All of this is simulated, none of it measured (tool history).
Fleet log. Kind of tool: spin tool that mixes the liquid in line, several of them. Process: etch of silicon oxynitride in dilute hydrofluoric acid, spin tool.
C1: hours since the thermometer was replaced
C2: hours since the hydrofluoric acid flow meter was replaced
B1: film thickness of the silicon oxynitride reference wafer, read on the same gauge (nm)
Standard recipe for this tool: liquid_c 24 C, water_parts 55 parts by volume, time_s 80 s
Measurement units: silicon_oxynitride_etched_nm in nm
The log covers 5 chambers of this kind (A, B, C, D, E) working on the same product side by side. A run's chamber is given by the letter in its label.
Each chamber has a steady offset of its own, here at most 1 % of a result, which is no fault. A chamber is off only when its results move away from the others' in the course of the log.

run 1A day=0.342 | liquid_c=24 water_parts=55 time_s=80 | C1=1389.3 C2=701.8 | B1=149.99 | silicon_oxynitride_etched_nm=4.8619
run 2B day=0.671 | liquid_c=24 water_parts=55 time_s=80 | C1=2325.2 C2=574.2 | B1=149.98 | silicon_oxynitride_etched_nm=4.7894
run 3E day=0.842 | liquid_c=24 water_parts=55 time_s=80 | C1=2154.4 C2=1417 | B1=150 | silicon_oxynitride_etched_nm=4.8221
run 4C day=1.138 | liquid_c=24 water_parts=55 time_s=80 | C1=331.9 C2=1124.4 | B1=150.01 | silicon_oxynitride_etched_nm=4.7584
run 5D day=1.312 | liquid_c=19.5 water_parts=55 time_s=110 | C1=278.8 C2=226.5 | B1=150 | silicon_oxynitride_etched_nm=5.3128
-- day=1.379 chamber E: hydrofluoric acid flow meter replaced
run 6C day=1.671 | liquid_c=19.5 water_parts=55 time_s=110 | C1=344.7 C2=1137.2 | B1=149.98 | silicon_oxynitride_etched_nm=5.2043
run 7B day=1.946 | liquid_c=19.5 water_parts=55 time_s=110 | C1=2355.8 C2=604.8 | B1=150.05 | silicon_oxynitride_etched_nm=5.27
run 8E day=2.133 | liquid_c=19.5 water_parts=55 time_s=110 | C1=2185.4 C2=18.1 | B1=149.97 | silicon_oxynitride_etched_nm=5.3409
run 9D day=2.479 | liquid_c=19.5 water_parts=55 time_s=110 | C1=306.8 C2=254.5 | B1=150.01 | silicon_oxynitride_etched_nm=5.2636
run 10A day=2.729 | liquid_c=19 water_parts=55 time_s=80 | C1=1446.6 C2=759.1 | B1=149.98 | silicon_oxynitride_etched_nm=3.7645
run 11C day=3 | liquid_c=19 water_parts=55 time_s=80 | C1=376.6 C2=1169.1 | B1=150.01 | silicon_oxynitride_etched_nm=3.7211
run 12D day=3.212 | liquid_c=19 water_parts=55 time_s=80 | C1=324.4 C2=272.1 | B1=150 | silicon_oxynitride_etched_nm=3.7406
run 13E day=3.438 | liquid_c=19 water_parts=55 time_s=80 | C1=2216.7 C2=49.4 | B1=150.02 | silicon_oxynitride_etched_nm=3.7868
run 14B day=3.717 | liquid_c=19 water_parts=55 time_s=80 | C1=2398.3 C2=647.3 | B1=150 | silicon_oxynitride_etched_nm=3.7639
run 15A day=3.975 | liquid_c=24 water_parts=55 time_s=80 | C1=1476.5 C2=789 | B1=150.03 | silicon_oxynitride_etched_nm=4.8182
run 16C day=4.229 | liquid_c=24 water_parts=55 time_s=80 | C1=406.1 C2=1198.6 | B1=150 | silicon_oxynitride_etched_nm=4.7498
run 17D day=4.425 | liquid_c=24 water_parts=55 time_s=80 | C1=353.5 C2=301.2 | B1=149.99 | silicon_oxynitride_etched_nm=4.7732
run 18A day=4.633 | liquid_c=24 water_parts=55 time_s=80 | C1=1492.3 C2=804.8 | B1=149.98 | silicon_oxynitride_etched_nm=4.8329
run 19B day=4.892 | liquid_c=24 water_parts=55 time_s=80 | C1=2426.5 C2=675.5 | B1=150.01 | silicon_oxynitride_etched_nm=4.7919
run 20E day=5.212 | liquid_c=24 water_parts=55 time_s=80 | C1=2259.3 C2=92 | B1=149.99 | silicon_oxynitride_etched_nm=4.877
run 21A day=5.554 | liquid_c=24 water_parts=55 time_s=80 | C1=1514.4 C2=826.9 | B1=150 | silicon_oxynitride_etched_nm=4.8198
run 22B day=5.825 | liquid_c=24 water_parts=55 time_s=80 | C1=2448.9 C2=697.9 | B1=149.98 | silicon_oxynitride_etched_nm=4.7953
run 23E day=6.188 | liquid_c=24 water_parts=55 time_s=80 | C1=2282.7 C2=115.4 | B1=150.01 | silicon_oxynitride_etched_nm=4.8682
run 24C day=6.462 | liquid_c=24 water_parts=55 time_s=80 | C1=459.7 C2=1252.2 | B1=150.03 | silicon_oxynitride_etched_nm=4.8016
run 25D day=6.762 | liquid_c=24 water_parts=55 time_s=80 | C1=409.6 C2=357.3 | B1=150.02 | silicon_oxynitride_etched_nm=4.7488
run 26D day=7.129 | liquid_c=24 water_parts=55 time_s=80 | C1=418.4 C2=366.1 | B1=150 | silicon_oxynitride_etched_nm=4.7477
run 27A day=7.45 | liquid_c=24 water_parts=55 time_s=80 | C1=1559.9 C2=872.4 | B1=149.99 | silicon_oxynitride_etched_nm=4.8162
-- day=7.642 chamber C: thermometer replaced
run 28E day=7.742 | liquid_c=24 water_parts=55 time_s=125 | C1=2320 C2=152.7 | B1=150.01 | silicon_oxynitride_etched_nm=7.5527
run 29C day=8.054 | liquid_c=24 water_parts=55 time_s=125 | C1=9.9 C2=1290.4 | B1=150 | silicon_oxynitride_etched_nm=7.5432
run 30B day=8.412 | liquid_c=24 water_parts=55 time_s=125 | C1=2511 C2=760 | B1=150.01 | silicon_oxynitride_etched_nm=7.4559
run 31B day=8.612 | liquid_c=24 water_parts=55 time_s=125 | C1=2515.8 C2=764.8 | B1=150.03 | silicon_oxynitride_etched_nm=7.5026
run 32E day=8.921 | liquid_c=24 water_parts=55 time_s=125 | C1=2348.3 C2=181 | B1=149.99 | silicon_oxynitride_etched_nm=7.5572
run 33C day=9.162 | liquid_c=24 water_parts=55 time_s=80 | C1=36.5 C2=1317 | B1=149.98 | silicon_oxynitride_etched_nm=4.808
run 34D day=9.329 | liquid_c=24 water_parts=55 time_s=120 | C1=471.2 C2=418.9 | B1=149.99 | silicon_oxynitride_etched_nm=7.0982
run 35A day=9.6 | liquid_c=24 water_parts=55 time_s=120 | C1=1611.5 C2=924 | B1=149.99 | silicon_oxynitride_etched_nm=7.2533
run 36A day=9.904 | liquid_c=24 water_parts=55 time_s=120 | C1=1618.8 C2=931.3 | B1=150.01 | silicon_oxynitride_etched_nm=7.204
run 37E day=10.238 | liquid_c=24 water_parts=55 time_s=120 | C1=2379.9 C2=212.6 | B1=150.01 | silicon_oxynitride_etched_nm=7.246
run 38D day=10.408 | liquid_c=24 water_parts=55 time_s=120 | C1=497.1 C2=444.8 | B1=149.99 | silicon_oxynitride_etched_nm=7.0452

All 5 chambers run these settings next. Forecast each chamber's results:
run 39A day=10.679 | liquid_c=24 water_parts=55 time_s=80 | silicon_oxynitride_etched_nm=?
run 39B day=10.679 | liquid_c=24 water_parts=55 time_s=80 | silicon_oxynitride_etched_nm=?
run 39C day=10.679 | liquid_c=24 water_parts=55 time_s=80 | silicon_oxynitride_etched_nm=?
run 39D day=10.679 | liquid_c=24 water_parts=55 time_s=80 | silicon_oxynitride_etched_nm=?
run 39E day=10.679 | liquid_c=24 water_parts=55 time_s=80 | silicon_oxynitride_etched_nm=?

run=39A silicon_oxynitride_etched_nm=4.8249
run=39B silicon_oxynitride_etched_nm=4.8029
run=39C silicon_oxynitride_etched_nm=4.7957
run=39D silicon_oxynitride_etched_nm=4.7083
run=39E silicon_oxynitride_etched_nm=4.8558

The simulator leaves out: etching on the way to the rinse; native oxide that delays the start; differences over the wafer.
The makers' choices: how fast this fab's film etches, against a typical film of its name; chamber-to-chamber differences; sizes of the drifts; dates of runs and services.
